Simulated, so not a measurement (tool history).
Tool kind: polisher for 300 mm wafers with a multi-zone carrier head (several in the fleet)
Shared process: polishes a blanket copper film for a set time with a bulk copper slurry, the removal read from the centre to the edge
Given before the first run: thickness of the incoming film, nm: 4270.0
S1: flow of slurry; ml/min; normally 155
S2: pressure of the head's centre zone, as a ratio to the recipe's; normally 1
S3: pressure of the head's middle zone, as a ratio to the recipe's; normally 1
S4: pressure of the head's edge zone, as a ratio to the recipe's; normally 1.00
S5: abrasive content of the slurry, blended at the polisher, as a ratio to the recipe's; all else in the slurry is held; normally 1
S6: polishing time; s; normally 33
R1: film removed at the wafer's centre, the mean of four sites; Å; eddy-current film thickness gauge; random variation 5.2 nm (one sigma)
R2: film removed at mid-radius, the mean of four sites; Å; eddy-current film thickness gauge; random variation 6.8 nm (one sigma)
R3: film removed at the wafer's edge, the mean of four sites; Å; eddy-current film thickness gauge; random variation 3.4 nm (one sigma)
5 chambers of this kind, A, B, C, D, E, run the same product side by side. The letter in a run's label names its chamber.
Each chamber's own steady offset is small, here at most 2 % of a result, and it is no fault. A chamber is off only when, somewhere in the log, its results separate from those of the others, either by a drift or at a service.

| run | day | S1 | S2 | S3 | S4 | S5 | S6 | R1 | R2 | R3 |
|---|---|---|---|---|---|---|---|---|---|---|
|  | 0.529 | chamber D: worn pad replaced by a new one |
| 1E | 0.546 | 155 | 1 | 1 | 1.00 | 1 | 33 | 4769.8 | 4760.0 | 4652.7 |
|  | 0.879 | chamber B: edge zone pressure recalibrated |
|  | 1.175 | chamber E: worn pad replaced by a new one |
| 2D | 1.238 | 155 | 1 | 1 | 1.00 | 1 | 33 | 4725.2 | 4658.6 | 4709.7 |
|  | 1.425 | chamber C: worn pad replaced by a new one |
| 3A | 1.717 | 155 | 1 | 1 | 1.00 | 1 | 33 | 4758.6 | 4727.5 | 4717.1 |
|  | 1.867 | chamber C: edge zone pressure recalibrated |
|  | 2.125 | chamber C: slurry nozzle cleaned |
| 4B | 2.396 | 155 | 1 | 1 | 1.00 | 1 | 33 | 4712.0 | 4744.9 | 4772.6 |
| 5C | 2.750 | 155 | 1 | 1 | 1.00 | 1 | 33 | 4680.2 | 4659.0 | 4740.6 |
| 6A | 3.250 | 155 | 1 | 1 | 1.00 | 1 | 33 | 4670.9 | 4656.9 | 4741.1 |
|  | 3.342 | chamber B: worn pad replaced by a new one |
| 7B | 3.800 | 155 | 1 | 1 | 1.00 | 1 | 33 | 4739.1 | 4646.6 | 4737.4 |
|  | 3.871 | chamber A: worn pad replaced by a new one |
| 8E | 4.212 | 155 | 1 | 1 | 1.00 | 1 | 33 | 4712.7 | 4720.0 | 4696.2 |
|  | 4.733 | chamber D: worn pad replaced by a new one |
| 9D | 4.742 | 155 | 1 | 1 | 1.00 | 1 | 33 | 4784.7 | 4554.5 | 4744.2 |
|  | 5.354 | chamber E: worn pad replaced by a new one |
| 10C | 5.400 | 155 | 1 | 1 | 1.00 | 1 | 33 | 4622.9 | 4745.0 | 4819.7 |
|  | 5.483 | chamber C: worn pad replaced by a new one |
| 11D | 5.888 | 155 | 1 | 1 | 1.00 | 1 | 33 | 4685.9 | 4642.7 | 4759.1 |
|  | 6.058 | chamber D: centre zone pressure recalibrated |
| 12B | 6.525 | 155 | 1 | 1 | 1.00 | 1 | 33 | 4712.9 | 4665.4 | 4683.3 |
| 13A | 6.904 | 155 | 1 | 1 | 1.00 | 1 | 33 | 4548.0 | 4651.5 | 4718.2 |
|  | 7.158 | chamber B: worn pad replaced by a new one |
| 14C | 7.488 | 155 | 1 | 1 | 1.00 | 1 | 33 | 4622.1 | 4709.5 | 4804.0 |
|  | 7.692 | chamber A: slurry nozzle cleaned |
|  | 7.758 | chamber A: worn pad replaced by a new one |
| 15E | 7.854 | 155 | 1 | 1 | 1.00 | 1 | 33 | 4681.9 | 4705.7 | 4711.8 |
|  | 8.162 | chamber D: worn pad replaced by a new one |
| 16D | 8.217 | 155 | 1 | 1 | 1.00 | 1 | 33 | 4742.8 | 4605.1 | 4765.7 |
| 17A | 8.888 | 155 | 1 | 1 | 1.00 | 1 | 33 | 4698.6 | 4719.6 | 4720.0 |
| 18B | 9.196 | 155 | 1 | 1 | 1.00 | 1 | 33 | 4776.8 | 4542.5 | 4727.2 |
|  | 9.388 | chamber E: worn pad replaced by a new one |
| 19C | 9.554 | 155 | 1 | 1 | 1.00 | 1 | 33 | 4749.5 | 4666.3 | 4738.8 |
|  | 9.788 | chamber C: worn pad replaced by a new one |
| 20E | 10.050 | 155 | 1 | 1 | 1.00 | 1 | 33 | 4727.6 | 4691.8 | 4689.6 |
| 21C | 10.517 | 155 | 1 | 1 | 1.00 | 1 | 33 | 4802.5 | 4659.5 | 4711.8 |
| 22A | 11.033 | 155 | 1 | 1 | 1.00 | 1 | 33 | 4697.0 | 4580.7 | 4762.0 |
|  | 11.392 | chamber B: worn pad replaced by a new one |
|  | 11.438 | chamber C: centre zone pressure recalibrated |
|  | 11.646 | chamber D: worn pad replaced by a new one |
| 23E | 11.650 | 155 | 1 | 1 | 1.00 | 1 | 33 | 4784.4 | 4675.6 | 4645.6 |
| 24D | 12.088 | 155 | 1 | 1 | 1.00 | 1 | 33 | 4649.6 | 4668.3 | 4705.4 |
|  | 12.204 | chamber E: centre zone pressure recalibrated |
|  | 12.392 | chamber A: worn pad replaced by a new one |
|  | 12.529 | chamber A: edge zone pressure recalibrated |
| 25B | 12.529 | 155 | 1 | 1 | 1.00 | 1 | 33 | 4732.7 | 4672.4 | 4707.6 |
|  | 12.888 | chamber A: centre zone pressure recalibrated |
|  | 12.904 | chamber E: worn pad replaced by a new one |
| 26C | 12.929 | 155 | 1 | 1 | 1.00 | 1 | 33 | 4764.2 | 4651.6 | 4792.2 |
| 27B | 13.412 | 155 | 1 | 1 | 1.00 | 1 | 33 | 4781.8 | 4619.5 | 4755.9 |
|  | 13.692 | chamber C: worn pad replaced by a new one |
| 28D | 13.842 | 155 | 1 | 1 | 1.00 | 1 | 33 | 4822.6 | 4632.1 | 4741.1 |
|  | 14.042 | chamber E: slurry nozzle cleaned |
| 29E | 14.462 | 155 | 1 | 1 | 1.00 | 1 | 33 | 4722.6 | 4812.9 | 4712.6 |
| 30A | 14.983 | 105 | 1 | 1 | 1.00 | 1 | 22 | 2998.9 | 2860.8 | 2982.5 |
|  | 15.246 | chamber B: worn pad replaced by a new one |
| 31C | 15.338 | 105 | 1 | 1 | 1.00 | 1 | 22 | 2859.2 | 2862.2 | 2966.2 |
|  | 15.679 | chamber D: worn pad replaced by a new one |
| 32B | 15.929 | 105 | 1 | 1 | 1.00 | 1 | 22 | 2887.9 | 2968.6 | 2949.1 |
|  | 16.325 | chamber E: worn pad replaced by a new one |
| 33E | 16.454 | 105 | 1 | 1 | 1.00 | 1 | 22 | 2885.1 | 2907.0 | 2964.7 |
|  | 16.788 | chamber A: worn pad replaced by a new one |
| 34D | 16.962 | 105 | 1 | 1 | 1.00 | 1 | 22 | 2804.4 | 2836.5 | 2981.9 |
|  | 17.308 | chamber C: worn pad replaced by a new one |
| 35A | 17.404 | 155 | 1 | 1 | 1.00 | 1 | 33 | 5055.8 | 4636.9 | 4729.3 |
| 36D | 17.854 | 155 | 1 | 1 | 1.00 | 1 | 33 | 4644.6 | 4670.2 | 4757.4 |
| 37C | 18.400 | 155 | 1 | 1 | 1.00 | 1 | 33 | 4657.3 | 4665.0 | 4765.5 |
| 38A | 18.750 | 155 | 1 | 1 | 1.00 | 1 | 33 | 5053.0 | 4704.0 | 4725.3 |
| 39E | 19.133 | 155 | 1 | 1 | 1.00 | 1 | 33 | 4740.6 | 4588.1 | 4721.5 |
| 40B | 19.458 | 180 | 1 | 1 | 1.00 | 1 | 42 | 6242.2 | 6262.7 | 6092.2 |
| 41A | 19.908 | 180 | 1 | 1 | 1.00 | 1 | 42 | 6701.3 | 6104.2 | 6227.3 |

What goes on in this fleet: one chamber off, a drifting gauge, or nothing beyond the chambers' own small offsets? Name the chamber and the cause, if any.

A service left chamber A off against the others.
What lies behind it: centre zone's pressure above its setpoint, % = 7.31.

Chamber A could run next with any of the 4 candidate recipes listed below; each alters the usual settings, and their results appear as question marks. Which one brings its results back in line with what the other chambers deliver on the usual settings?
To be in line, a result may differ from the other chambers' mean on the usual settings by at most: R1 180.0 Å; R2 240.0 Å; R3 120.0 Å
| 42A-1 | 20.404 | 150 | 0.89 | 1.03 | 1.03 | 1 | 33 | ? | ? | ? |
| 42A-2 | 20.404 | 160 | 1.05 | 0.98 | 0.98 | 1 | 33 | ? | ? | ? |
| 42A-3 | 20.404 | 160 | 1.11 | 0.97 | 0.97 | 1 | 33 | ? | ? | ? |
| 42A-4 | 20.404 | 150 | 0.95 | 1.02 | 1.02 | 1 | 33 | ? | ? | ? |

The mean the other chambers reach with the usual settings: R1 4718.3 Å; R2 4689.8 Å; R3 4723.6 Å
| run | R1 | R2 | R3 |
|---|---|---|---|
| 42A-1 | 4403.2 | 4733.6 | 4767.1 |
| 42A-2 | 5352.5 | 4574.2 | 4685.7 |
| 42A-3 | 5686.7 | 4530.5 | 4661.3 |
| 42A-4 | 4733.2 | 4690.2 | 4743.0 |
42A-4 puts the chamber back in line with the other chambers.
